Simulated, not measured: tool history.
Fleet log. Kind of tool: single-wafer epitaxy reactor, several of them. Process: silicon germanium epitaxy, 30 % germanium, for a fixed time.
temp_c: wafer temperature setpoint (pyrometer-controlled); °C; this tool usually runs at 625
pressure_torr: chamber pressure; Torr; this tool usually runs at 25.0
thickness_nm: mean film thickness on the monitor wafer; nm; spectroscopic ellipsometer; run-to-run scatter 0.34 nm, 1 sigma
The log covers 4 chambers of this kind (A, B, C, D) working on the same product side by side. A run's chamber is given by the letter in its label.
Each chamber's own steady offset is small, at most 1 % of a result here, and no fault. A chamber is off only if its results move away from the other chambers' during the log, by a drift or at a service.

run,hour,temp_c,pressure_torr,"read-back reference wafer on the same gauge, thickness_nm",thickness_nm
1A,7.0,625,25.0,81.019,100.240
2B,18.9,625,25.0,80.985,101.300
3C,24.8,625,25.0,80.979,100.720
4D,35.9,625,25.0,81.031,100.610
5B,47.8,625,25.0,80.986,101.510
6A,54.6,625,25.0,81.020,100.740
7D,64.7,625,25.0,80.956,100.360
8C,73.8,625,25.0,81.051,100.130
9C,84.5,625,25.0,81.016,100.490
# hour 88.6: chamber B: pyrometer calibrated
10A,95.0,625,25.0,81.026,100.140
11D,100.3,625,25.0,81.032,100.370
12B,111.2,625,25.0,81.047,104.260
13A,121.0,625,25.0,81.041,100.060
14B,130.7,625,25.0,80.929,104.810
15C,142.2,625,25.0,80.986,100.930
16D,150.2,625,25.0,81.046,100.340
17D,159.7,625,25.0,81.026,99.872
18A,168.4,625,25.0,81.003,100.260
19B,177.8,635,22.2,81.023,117.650
20C,183.6,635,22.2,80.918,114.370
# hour 187.7: chamber B: capacitance manometer re-zeroed and calibrated
21C,194.0,635,22.2,81.070,113.580
22A,201.3,635,22.2,81.081,113.210
23D,207.4,625,25.0,81.093,100.850
24B,215.8,625,25.0,81.045,103.870
25D,221.1,620,25.0,81.032,92.509

Next, every chamber runs the same settings. What will each give?
26A,229.7,625,25.0,,?
26B,229.7,625,25.0,,?
26C,229.7,625,25.0,,?
26D,229.7,625,25.0,,?

run,thickness_nm
26A,100.420
26B,103.790
26C,100.260
26D,100.030
